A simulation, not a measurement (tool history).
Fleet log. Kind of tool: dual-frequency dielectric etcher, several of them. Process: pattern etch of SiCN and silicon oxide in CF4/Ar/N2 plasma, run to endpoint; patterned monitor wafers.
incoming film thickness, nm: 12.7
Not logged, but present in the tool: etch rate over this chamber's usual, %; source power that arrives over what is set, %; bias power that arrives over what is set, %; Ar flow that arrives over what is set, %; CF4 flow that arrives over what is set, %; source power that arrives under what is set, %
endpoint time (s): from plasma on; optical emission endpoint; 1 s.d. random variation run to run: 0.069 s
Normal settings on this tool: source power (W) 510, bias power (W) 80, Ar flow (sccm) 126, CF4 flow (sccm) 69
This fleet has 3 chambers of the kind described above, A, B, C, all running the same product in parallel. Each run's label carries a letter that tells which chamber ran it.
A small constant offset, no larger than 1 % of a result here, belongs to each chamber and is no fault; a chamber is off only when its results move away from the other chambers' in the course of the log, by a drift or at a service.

| run | hour | source power (W) | bias power (W) | Ar flow (sccm) | CF4 flow (sccm) | hours since the last wet clean | hours since the last source power generator calibration | hours since the last bias power generator calibration | hours since the last Ar flow controller change | hours since the last CF4 flow controller change | endpoint time (s) |
|---|---|---|---|---|---|---|---|---|---|---|---|
| 1A | 3.7 | 510 | 80 | 126 | 69 | 24.8 | 1583.6 | 3061.1 | 3154.6 | 1448.9 | 13.247 |
|  | 7.4 | chamber B: CF4 flow controller replaced |
| 2C | 11.5 | 510 | 80 | 126 | 69 | 105.0 | 981.6 | 78.3 | 3577.1 | 2641.9 | 13.343 |
| 3B | 17.2 | 510 | 80 | 126 | 69 | 322.7 | 985.7 | 540.8 | 957.3 | 9.9 | 13.275 |
| 4C | 22.2 | 510 | 80 | 126 | 69 | 115.7 | 992.3 | 89.0 | 3587.8 | 2652.6 | 13.321 |
| 5B | 29.4 | 510 | 80 | 126 | 69 | 334.9 | 997.9 | 553.0 | 969.5 | 22.1 | 13.167 |
| 6A | 33.1 | 510 | 80 | 126 | 69 | 54.2 | 1613.0 | 3090.5 | 3184.0 | 1478.3 | 13.285 |
| 7A | 40.6 | 510 | 80 | 126 | 69 | 61.7 | 1620.5 | 3098.0 | 3191.5 | 1485.8 | 13.369 |
| 8B | 49.0 | 510 | 80 | 126 | 69 | 354.5 | 1017.5 | 572.6 | 989.1 | 41.7 | 13.236 |
| 9C | 54.6 | 510 | 80 | 126 | 69 | 148.1 | 1024.7 | 121.4 | 3620.2 | 2685.0 | 13.202 |
| 10A | 58.3 | 510 | 80 | 126 | 69 | 79.4 | 1638.2 | 3115.7 | 3209.2 | 1503.5 | 13.288 |
| 11B | 63.6 | 510 | 80 | 126 | 69 | 369.1 | 1032.1 | 587.2 | 1003.7 | 56.3 | 13.258 |
| 12C | 69.5 | 510 | 80 | 126 | 69 | 163.0 | 1039.6 | 136.3 | 3635.1 | 2699.9 | 13.102 |
| 13A | 76.8 | 510 | 80 | 126 | 69 | 97.9 | 1656.7 | 3134.2 | 3227.7 | 1522.0 | 13.191 |
| 14C | 84.8 | 510 | 80 | 126 | 69 | 178.3 | 1054.9 | 151.6 | 3650.4 | 2715.2 | 12.987 |
| 15B | 91.1 | 510 | 80 | 126 | 69 | 396.6 | 1059.6 | 614.7 | 1031.2 | 83.8 | 13.268 |
| 16A | 96.6 | 510 | 80 | 126 | 69 | 117.7 | 1676.5 | 3154.0 | 3247.5 | 1541.8 | 13.327 |
| 17C | 104.5 | 510 | 80 | 126 | 69 | 198.0 | 1074.6 | 171.3 | 3670.1 | 2734.9 | 12.895 |
| 18B | 109.1 | 510 | 80 | 126 | 69 | 414.6 | 1077.6 | 632.7 | 1049.2 | 101.8 | 13.201 |
| 19C | 116.9 | 510 | 80 | 126 | 69 | 210.4 | 1087.0 | 183.7 | 3682.5 | 2747.3 | 12.714 |
| 20A | 121.9 | 510 | 80 | 126 | 69 | 143.0 | 1701.8 | 3179.3 | 3272.8 | 1567.1 | 13.302 |
| 21B | 129.0 | 510 | 80 | 126 | 69 | 434.5 | 1097.5 | 652.6 | 1069.1 | 121.7 | 13.237 |
| 22C | 136.0 | 510 | 80 | 126 | 69 | 229.5 | 1106.1 | 202.8 | 3701.6 | 2766.4 | 12.712 |
| 23B | 143.1 | 510 | 80 | 126 | 69 | 448.6 | 1111.6 | 666.7 | 1083.2 | 135.8 | 13.212 |

Predict what each chamber gives when all 3 of them run the settings below next.
| 24A | 149.1 | 510 | 80 | 126 | 69 |  |  |  |  |  | ? |
| 24B | 149.1 | 510 | 80 | 126 | 69 |  |  |  |  |  | ? |
| 24C | 149.1 | 510 | 80 | 126 | 69 |  |  |  |  |  | ? |

| run | endpoint time (s) |
|---|---|
| 24A | 13.366 |
| 24B | 13.287 |
| 24C | 12.670 |
